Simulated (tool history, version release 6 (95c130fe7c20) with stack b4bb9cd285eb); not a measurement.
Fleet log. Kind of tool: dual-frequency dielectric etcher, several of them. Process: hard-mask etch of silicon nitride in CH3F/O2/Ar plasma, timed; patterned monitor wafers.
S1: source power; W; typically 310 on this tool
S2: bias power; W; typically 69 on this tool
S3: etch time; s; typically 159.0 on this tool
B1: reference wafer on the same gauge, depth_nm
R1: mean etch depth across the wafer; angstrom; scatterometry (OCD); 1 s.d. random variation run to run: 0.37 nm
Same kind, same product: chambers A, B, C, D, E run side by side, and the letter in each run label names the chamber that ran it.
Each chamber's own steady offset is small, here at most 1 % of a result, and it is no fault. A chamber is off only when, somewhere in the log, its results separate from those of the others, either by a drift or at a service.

-- hour=6.2 chamber D: bias power generator calibrated
run 1A hour=8.7 | S1=310 S2=69 S3=159.0 | B1=108.95 | R1=1003.40
run 2B hour=17.9 | S1=310 S2=69 S3=159.0 | B1=108.85 | R1=998.62
run 3E hour=24.5 | S1=310 S2=69 S3=159.0 | B1=108.90 | R1=1001.40
run 4D hour=30.2 | S1=310 S2=69 S3=159.0 | B1=108.86 | R1=984.66
run 5C hour=36.9 | S1=310 S2=69 S3=159.0 | B1=108.79 | R1=992.72
run 6E hour=45.3 | S1=310 S2=69 S3=159.0 | B1=108.87 | R1=995.63
run 7A hour=55.6 | S1=310 S2=69 S3=159.0 | B1=108.88 | R1=998.31
run 8B hour=61.5 | S1=310 S2=69 S3=159.0 | B1=108.88 | R1=999.67
run 9C hour=74.1 | S1=310 S2=69 S3=159.0 | B1=108.88 | R1=1000.50
-- hour=76.4 chamber B: source power generator calibrated
run 10D hour=83.5 | S1=310 S2=69 S3=159.0 | B1=108.89 | R1=988.82
-- hour=84.3 chamber E: bias power generator calibrated
run 11E hour=90.6 | S1=310 S2=69 S3=159.0 | B1=108.87 | R1=992.37
run 12D hour=102.7 | S1=310 S2=69 S3=159.0 | B1=108.83 | R1=993.49
run 13B hour=111.5 | S1=310 S2=69 S3=159.0 | B1=108.92 | R1=1006.20
run 14A hour=120.8 | S1=310 S2=69 S3=159.0 | B1=108.96 | R1=1002.30
run 15C hour=127.8 | S1=310 S2=69 S3=159.0 | B1=108.87 | R1=996.26
-- hour=128.4 chamber D: wet clean of the chamber
-- hour=135.7 chamber B: wet clean of the chamber
run 16A hour=136.5 | S1=310 S2=69 S3=159.0 | B1=108.99 | R1=1003.00
run 17D hour=145.6 | S1=310 S2=69 S3=159.0 | B1=109.01 | R1=995.42
run 18E hour=156.8 | S1=310 S2=69 S3=159.0 | B1=108.90 | R1=991.19
run 19C hour=168.8 | S1=310 S2=69 S3=159.0 | B1=108.88 | R1=992.29
run 20B hour=175.3 | S1=310 S2=69 S3=159.0 | B1=108.89 | R1=1007.20
run 21D hour=187.1 | S1=310 S2=69 S3=159.0 | B1=108.86 | R1=992.61
run 22B hour=194.9 | S1=310 S2=69 S3=159.0 | B1=108.96 | R1=1003.50
-- hour=200.8 chamber A: wet clean of the chamber
run 23C hour=206.3 | S1=310 S2=69 S3=159.0 | B1=108.98 | R1=984.80
run 24E hour=211.9 | S1=310 S2=69 S3=159.0 | B1=108.98 | R1=1000.60
run 25A hour=223.1 | S1=310 S2=76 S3=159.0 | B1=109.01 | R1=1027.60
run 26C hour=231.2 | S1=310 S2=76 S3=159.0 | B1=108.95 | R1=1014.50
run 27A hour=243.3 | S1=310 S2=76 S3=159.0 | B1=108.80 | R1=1029.00
run 28E hour=249.6 | S1=310 S2=76 S3=159.0 | B1=108.89 | R1=1029.40
run 29B hour=257.1 | S1=310 S2=76 S3=159.0 | B1=108.84 | R1=1034.50
run 30D hour=268.2 | S1=310 S2=69 S3=159.0 | B1=108.92 | R1=1000.90
run 31D hour=280.2 | S1=310 S2=69 S3=159.0 | B1=108.92 | R1=988.40
run 32B hour=292.1 | S1=310 S2=69 S3=159.0 | B1=108.91 | R1=1009.80
run 33E hour=299.9 | S1=260 S2=53 S3=159.0 | B1=108.97 | R1=851.86
run 34A hour=309.2 | S1=260 S2=53 S3=159.0 | B1=108.92 | R1=851.04
run 35C hour=320.3 | S1=260 S2=53 S3=159.0 | B1=108.84 | R1=822.60

Next, every chamber runs the same settings. What will each give?
run 36A hour=329.6 | S1=310 S2=69 S3=127.5 | R1=?
run 36B hour=329.6 | S1=310 S2=69 S3=127.5 | R1=?
run 36C hour=329.6 | S1=310 S2=69 S3=127.5 | R1=?
run 36D hour=329.6 | S1=310 S2=69 S3=127.5 | R1=?
run 36E hour=329.6 | S1=310 S2=69 S3=127.5 | R1=?

run=36A R1=802.53
run=36B R1=805.45
run=36C R1=769.07
run=36D R1=796.25
run=36E R1=796.62
